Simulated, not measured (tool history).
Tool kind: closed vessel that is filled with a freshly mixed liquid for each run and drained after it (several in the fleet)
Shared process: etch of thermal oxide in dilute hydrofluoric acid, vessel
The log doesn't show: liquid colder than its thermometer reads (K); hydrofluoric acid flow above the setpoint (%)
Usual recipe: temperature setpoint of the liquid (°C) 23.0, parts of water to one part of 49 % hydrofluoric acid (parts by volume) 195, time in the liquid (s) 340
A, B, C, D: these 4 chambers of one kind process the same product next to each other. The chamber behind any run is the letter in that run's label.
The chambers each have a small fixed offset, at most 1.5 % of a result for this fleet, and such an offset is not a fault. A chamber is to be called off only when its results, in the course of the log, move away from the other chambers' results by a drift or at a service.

run	day	temperature setpoint of the liquid (°C)	parts of water to one part of 49 % hydrofluoric acid (parts by volume)	time in the liquid (s)	hours since the thermometer was replaced	hours since the hydrofluoric acid flow meter was replaced	read-back film thickness of the thermal oxide reference wafer, read on the same gauge (nm)	thickness taken off the thermal oxide on a monitor wafer (Å)
1B	0.283	23.0	195	340	282.7	336.0	119.98	73.980
2D	0.508	23.0	195	340	479.7	1460.4	119.99	74.578
3C	0.775	23.0	195	340	256.6	266.2	120.00	74.208
4A	1.038	23.0	195	340	2052.5	332.2	120.02	73.466
5A	1.233	27.0	195	265	2057.2	336.9	120.00	67.132
6D	1.450	27.0	195	265	502.3	1483.0	119.98	68.406
7B	1.792	27.0	195	265	318.9	372.2	120.02	66.525
8C	2.012	27.0	195	265	286.3	295.9	119.98	67.389
9D	2.212	26.5	195	240	520.6	1501.3	120.02	60.199
10A	2.550	26.5	195	240	2088.8	368.5	119.99	59.237
11B	2.733	26.5	195	240	341.5	394.8	120.00	58.832
12C	3.108	26.5	195	240	312.6	322.2	120.01	59.454
13C	3.338	23.0	195	340	318.1	327.7	120.01	74.478
14D	3.746	23.0	195	340	557.4	1538.1	120.01	74.515
15B	3.929	23.0	195	340	370.2	423.5	120.03	72.960
16A	4.246	23.0	195	340	2129.5	409.2	120.01	73.590
17D	4.475	23.0	195	340	574.9	1555.6	120.00	74.533
18A	4.712	23.0	195	340	2140.7	420.4	120.01	72.538
19B	4.979	23.0	195	340	395.4	448.7	120.02	72.785
20C	5.292	23.0	145	455	365.0	374.6	119.99	142.870
21B	5.483	23.0	145	455	407.5	460.8	119.98	137.270
22D	5.875	23.0	145	455	608.5	1589.2	119.99	143.770
23C	6.058	23.0	145	455	383.4	393.0	120.00	139.450
24A	6.367	23.0	195	340	2180.4	460.1	119.97	74.660
25D	6.588	23.0	195	340	625.6	1606.3	120.00	75.239
26A	6.917	25.0	195	340	2193.6	473.3	120.01	79.962
27C	7.242	25.0	195	340	411.8	421.4	119.97	80.233
28B	7.467	25.0	195	340	455.1	508.4	120.00	76.094
29C	7.650	25.0	195	340	421.6	431.2	120.00	79.889
30B	7.996	23.0	235	270	467.8	521.1	120.02	44.067
31A	8.283	23.0	235	270	2226.4	506.1	120.01	45.912
32D	8.538	23.0	235	270	672.4	1653.1	120.03	47.741
33B	8.938	23.0	235	270	490.4	543.7	120.01	43.512
34D	9.262	23.0	195	340	689.8	1670.5	119.96	75.301
35A	9.512	23.0	195	340	2255.9	535.6	119.99	72.770
36C	9.733	23.0	195	340	471.6	481.2	119.99	75.464
37C	9.938	23.0	195	340	476.5	486.1	120.00	74.766
38D	10.150	18.5	195	340	711.1	1691.8	120.00	62.581
39A	10.408	18.5	195	340	2277.4	557.1	120.02	62.591

Which is it: a chamber that has drifted or been left off by a service, a gauge drift common to all chambers, or only each chamber's usual small offset? If a chamber is off, name it and its likeliest cause.

Little by little, chamber B moves away from the other chambers.
Cause: liquid colder than its thermometer reads (K) = 2.1.
It could be hard to tell apart here from: hydrofluoric acid flow below the setpoint (%).

Which of the 4 candidates below, each the usual settings with something changed and its results left as question marks, puts chamber B back in line with what the other chambers give on the usual settings?
Counts as in line when no further than this from what the other chambers average on the usual settings: thickness taken off the thermal oxide on a monitor wafer (Å) 2.200
40B-1	10.704	23.0	180	370				?
40B-2	10.704	23.0	190	355				?
40B-3	10.704	23.0	210	310				?
40B-4	10.704	23.0	195	315				?

The mean the other chambers reach with the usual settings: thickness taken off the thermal oxide on a monitor wafer (Å) 74.189
run	thickness taken off the thermal oxide on a monitor wafer (Å)
40B-1	81.723
40B-2	73.475
40B-3	56.822
40B-4	63.181
Change 40B-2 lands the chamber within the allowed miss of the other chambers.
